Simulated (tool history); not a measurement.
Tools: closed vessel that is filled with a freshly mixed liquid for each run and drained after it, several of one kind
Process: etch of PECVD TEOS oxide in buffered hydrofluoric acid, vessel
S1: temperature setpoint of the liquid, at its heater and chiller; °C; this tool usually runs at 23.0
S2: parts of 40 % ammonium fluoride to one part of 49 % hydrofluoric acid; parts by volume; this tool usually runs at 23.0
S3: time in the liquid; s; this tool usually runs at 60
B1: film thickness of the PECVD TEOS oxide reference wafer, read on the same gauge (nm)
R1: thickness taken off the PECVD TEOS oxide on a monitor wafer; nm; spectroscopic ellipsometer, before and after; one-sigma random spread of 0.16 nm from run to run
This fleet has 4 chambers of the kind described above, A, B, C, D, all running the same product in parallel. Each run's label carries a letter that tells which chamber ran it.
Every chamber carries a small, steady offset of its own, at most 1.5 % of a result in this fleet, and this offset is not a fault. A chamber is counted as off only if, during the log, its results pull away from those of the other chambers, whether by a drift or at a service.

run	day	S1	S2	S3	B1	R1
1B	0.329	23.0	23.0	60	39.993	32.252
2A	0.488	23.0	23.0	60	40.048	32.303
3C	0.788	23.0	23.0	60	39.991	32.495
4D	1.096	23.0	23.0	60	39.981	32.251
5A	1.292	23.0	23.0	60	39.989	32.425
6D	1.525	18.0	23.0	60	40.015	24.674
7C	1.717	18.0	23.0	60	40.034	24.732
8B	1.988	18.0	23.0	60	40.034	24.288
9A	2.225	18.0	23.0	60	39.999	24.514
10B	2.538	23.0	23.0	60	40.027	32.254
11D	2.725	23.0	23.0	60	40.024	32.252
12C	2.933	23.0	23.0	60	40.005	32.580
13D	3.212	23.0	23.0	60	40.018	32.539
14C	3.417	23.0	23.0	60	39.979	32.718
15A	3.675	23.0	23.0	60	39.982	32.489
16B	3.925	27.5	27.5	60	40.046	36.474
17C	4.254	27.5	27.5	60	40.002	36.912
18B	4.592	27.5	27.5	60	40.043	36.296
19D	4.929	27.5	27.5	60	39.969	36.279
20A	5.171	18.5	30.0	60	39.961	20.921
21C	5.471	18.5	30.0	60	40.016	21.077
22A	5.792	18.5	30.0	60	39.964	21.059
23B	5.988	18.5	30.0	60	39.986	20.845
24D	6.167	23.0	23.0	60	40.023	32.490
25D	6.396	23.0	23.0	60	40.043	32.462
26C	6.621	23.0	23.0	60	40.008	32.461
27A	6.854	23.0	23.0	60	40.010	32.637
28B	7.017	23.0	23.0	60	39.986	32.202
29B	7.250	23.0	23.0	60	40.004	32.192
30C	7.538	23.0	23.0	60	40.051	32.634
31D	7.788	23.0	23.0	60	39.972	32.703
32A	8.050	23.0	23.0	60	39.998	32.505
33D	8.208	23.0	23.0	60	39.951	32.418
34A	8.467	23.0	23.0	90	39.937	48.906
35C	8.688	23.0	23.0	90	40.030	48.908
36B	8.875	23.0	23.0	90	40.018	48.737
37C	9.033	23.0	23.0	90	40.000	48.688
38B	9.312	26.0	23.0	30	40.018	18.675
39D	9.571	26.0	23.0	30	40.029	18.935
# day 9.875: chamber B: hydrofluoric acid flow meter replaced
40A	9.875	26.0	23.0	30	40.000	19.347
41B	10.054	26.0	23.0	30	40.002	18.965
42C	10.371	23.0	15.0	60	40.019	46.989

What goes on in this fleet: one chamber off, a drifting gauge, or nothing beyond the chambers' own small offsets? Name the chamber and the cause, if any.

No chamber stands off beyond its own small offset, and the gauge holds steady.
